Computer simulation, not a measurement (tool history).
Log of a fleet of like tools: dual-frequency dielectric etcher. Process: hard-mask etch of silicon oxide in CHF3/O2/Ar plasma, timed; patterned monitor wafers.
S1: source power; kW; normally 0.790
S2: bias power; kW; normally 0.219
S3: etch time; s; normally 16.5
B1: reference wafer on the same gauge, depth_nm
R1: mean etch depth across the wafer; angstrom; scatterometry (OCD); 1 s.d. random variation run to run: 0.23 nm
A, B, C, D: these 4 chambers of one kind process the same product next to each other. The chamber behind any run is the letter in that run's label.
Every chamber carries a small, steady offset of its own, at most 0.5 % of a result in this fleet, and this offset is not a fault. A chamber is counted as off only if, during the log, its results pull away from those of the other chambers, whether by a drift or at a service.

run,day,S1,S2,S3,B1,R1
1D,0.442,0.790,0.219,16.5,35.803,385.64
2B,0.854,0.790,0.219,16.5,35.810,391.71
3A,1.467,0.790,0.219,16.5,35.711,386.90
4C,2.046,0.790,0.219,16.5,35.829,391.00
5D,2.650,0.790,0.219,16.5,35.852,384.64
6C,3.058,0.790,0.219,16.5,35.786,387.43
7A,3.367,0.790,0.219,16.5,35.809,385.29
8B,3.792,0.790,0.219,16.5,35.775,387.37
9C,4.217,0.790,0.237,16.5,35.816,400.48
10B,4.592,0.790,0.237,16.5,35.800,400.62
11A,5.196,0.790,0.237,16.5,35.793,398.45
12D,5.725,0.790,0.237,16.5,35.800,401.59
13D,6.112,0.790,0.219,16.5,35.808,391.14
# day 6.475: chamber B: wet clean of the chamber
14C,6.679,0.790,0.219,16.5,35.813,384.49
15B,7.017,0.790,0.174,16.5,35.783,360.65
16A,7.404,0.790,0.174,16.5,35.825,356.90
17B,7.708,0.790,0.174,16.5,35.851,362.46
18C,8.029,0.790,0.174,16.5,35.776,362.86
19D,8.438,0.790,0.219,16.5,35.847,392.90
# day 8.721: chamber C: wet clean of the chamber
20A,9.029,0.790,0.219,16.5,35.797,387.34
21D,9.504,0.790,0.219,16.5,35.775,389.12
22A,10.017,0.790,0.219,16.5,35.816,391.98
23B,10.450,0.790,0.219,16.5,35.838,384.79
24C,10.758,0.790,0.219,16.5,35.793,386.78
25D,11.033,0.790,0.219,16.5,35.785,396.50
26B,11.596,0.790,0.219,13.0,35.792,304.63
27C,11.996,0.790,0.219,13.0,35.806,303.28
28A,12.617,0.790,0.219,13.0,35.824,307.10
29D,13.200,0.790,0.219,13.0,35.792,312.47
30A,13.521,0.790,0.219,16.5,35.824,386.14
31B,14.017,0.790,0.219,16.5,35.770,386.26
32C,14.492,0.620,0.180,16.5,35.731,332.77
33A,14.875,0.620,0.180,16.5,35.818,326.52
# day 14.892: chamber A: wet clean of the chamber
34B,15.333,0.620,0.180,16.5,35.808,331.39
35C,15.738,0.620,0.180,16.5,35.812,329.79
36D,16.008,0.790,0.219,16.5,35.779,401.57
37A,16.446,0.790,0.219,16.5,35.804,385.02
38D,16.925,0.790,0.181,16.5,35.836,378.36

Next, all 4 chambers run the settings below, one line each with question marks for the results. What does each chamber give?
39A,17.367,0.790,0.219,16.5,,?
39B,17.367,0.790,0.219,16.5,,?
39C,17.367,0.790,0.219,16.5,,?
39D,17.367,0.790,0.219,16.5,,?

run,R1
39A,389.75
39B,385.28
39C,390.20
39D,407.14
